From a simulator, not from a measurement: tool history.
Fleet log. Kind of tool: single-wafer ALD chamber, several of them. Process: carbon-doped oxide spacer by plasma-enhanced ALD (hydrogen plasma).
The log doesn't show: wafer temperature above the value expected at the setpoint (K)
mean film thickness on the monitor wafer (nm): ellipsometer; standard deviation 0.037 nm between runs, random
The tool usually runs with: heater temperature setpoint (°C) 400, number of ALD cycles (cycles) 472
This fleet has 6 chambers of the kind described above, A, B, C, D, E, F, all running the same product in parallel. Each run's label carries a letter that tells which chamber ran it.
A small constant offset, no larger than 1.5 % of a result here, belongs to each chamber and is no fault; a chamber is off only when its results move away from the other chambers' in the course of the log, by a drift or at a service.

run   hour  heater temperature setpoint (°C)  number of ALD cycles (cycles)  hours since the last thermocouple change  read-back reference wafer on the same gauge, thickness_nm  mean film thickness on the monitor wafer (nm)
 1A    4.0                               400                            472                                      16.8                                                     26.594                                         23.650
 2E    8.4                               400                            472                                    1102.3                                                     26.604                                         23.762
 3B   11.3                               400                            472                                     426.3                                                     26.592                                         23.289
 4D   14.5                               400                            472                                     665.0                                                     26.601                                         23.720
 5F   16.9                               400                            472                                    1373.3                                                     26.579                                         23.747
 6C   19.3                               400                            472                                     662.3                                                     26.591                                         23.434
 7A   24.5                               400                            472                                      37.3                                                     26.574                                         23.597
      29.5  -- chamber E: thermocouple changed; heater temperature recalibrated
 8B   29.6                               400                            472                                     444.6                                                     26.570                                         23.229
 9D   33.9                               400                            472                                     684.4                                                     26.555                                         23.763
10C   38.6                               400                            511                                     681.6                                                     26.563                                         25.321
11F   41.0                               400                            511                                    1397.4                                                     26.564                                         25.622
12E   45.8                               400                            511                                      16.4                                                     26.554                                         25.651
13B   48.2                               400                            511                                     463.2                                                     26.561                                         25.098
14A   51.6                               400                            511                                      64.4                                                     26.538                                         25.598
15D   54.5                               400                            511                                     705.0                                                     26.555                                         25.659
16E   57.1                               400                            472                                      27.7                                                     26.540                                         23.707
17F   62.3                               400                            472                                    1418.7                                                     26.548                                         23.631
18C   64.9                               400                            472                                     707.9                                                     26.525                                         23.394
19E   69.8                               400                            558                                      40.4                                                     26.533                                         27.971
20A   74.7                               400                            558                                      87.5                                                     26.523                                         27.838
21B   79.1                               400                            558                                     494.1                                                     26.526                                         27.350
22C   82.2                               400                            558                                     725.2                                                     26.515                                         27.700
23F   86.8                               400                            558                                    1443.2                                                     26.519                                         27.902
24D   90.8                               400                            558                                     741.3                                                     26.514                                         28.100
25E   95.2                               400                            472                                      65.8                                                     26.497                                         23.638
26C   99.1                               413                            472                                     742.1                                                     26.488                                         22.395
27A  102.8                               413                            472                                     115.6                                                     26.485                                         22.602
28B  107.0                               413                            472                                     522.0                                                     26.497                                         22.264
29D  110.4                               413                            472                                     760.9                                                     26.483                                         22.790
30F  114.7                               413                            472                                    1471.1                                                     26.476                                         22.678
31B  119.1                               413                            472                                     534.1                                                     26.483                                         22.216
32E  121.9                               400                            472                                      92.5                                                     26.459                                         23.659
33C  125.0                               400                            472                                     768.0                                                     26.472                                         23.316
34A  127.9                               406                            472                                     140.7                                                     26.457                                         23.103
35F  130.8                               406                            472                                    1487.2                                                     26.467                                         23.193
36D  133.8                               406                            472                                     784.3                                                     26.464                                         23.259
37F  139.2                               406                            472                                    1495.6                                                     26.463                                         23.152
38E  143.7                               406                            472                                     114.3                                                     26.450                                         23.175
39A  146.8                               406                            472                                     159.6                                                     26.450                                         23.109
40D  150.7                               400                            472                                     801.2                                                     26.452                                         23.613
41B  154.8                               400                            472                                     569.8                                                     26.443                                         23.046
42C  158.5                               400                            472                                     801.5                                                     26.448                                         23.322
43E  161.0                               400                            472                                     131.6                                                     26.420                                         23.592

Next, every chamber runs the same settings. What will each give?
44A  164.9                               400                            472                                                                                                                                                   ?
44B  164.9                               400                            472                                                                                                                                                   ?
44C  164.9                               400                            472                                                                                                                                                   ?
44D  164.9                               400                            472                                                                                                                                                   ?
44E  164.9                               400                            472                                                                                                                                                   ?
44F  164.9                               400                            472                                                                                                                                                   ?

run  mean film thickness on the monitor wafer (nm)
44A                                         23.506
44B                                         23.117
44C                                         23.320
44D                                         23.642
44E                                         23.646
44F                                         23.554
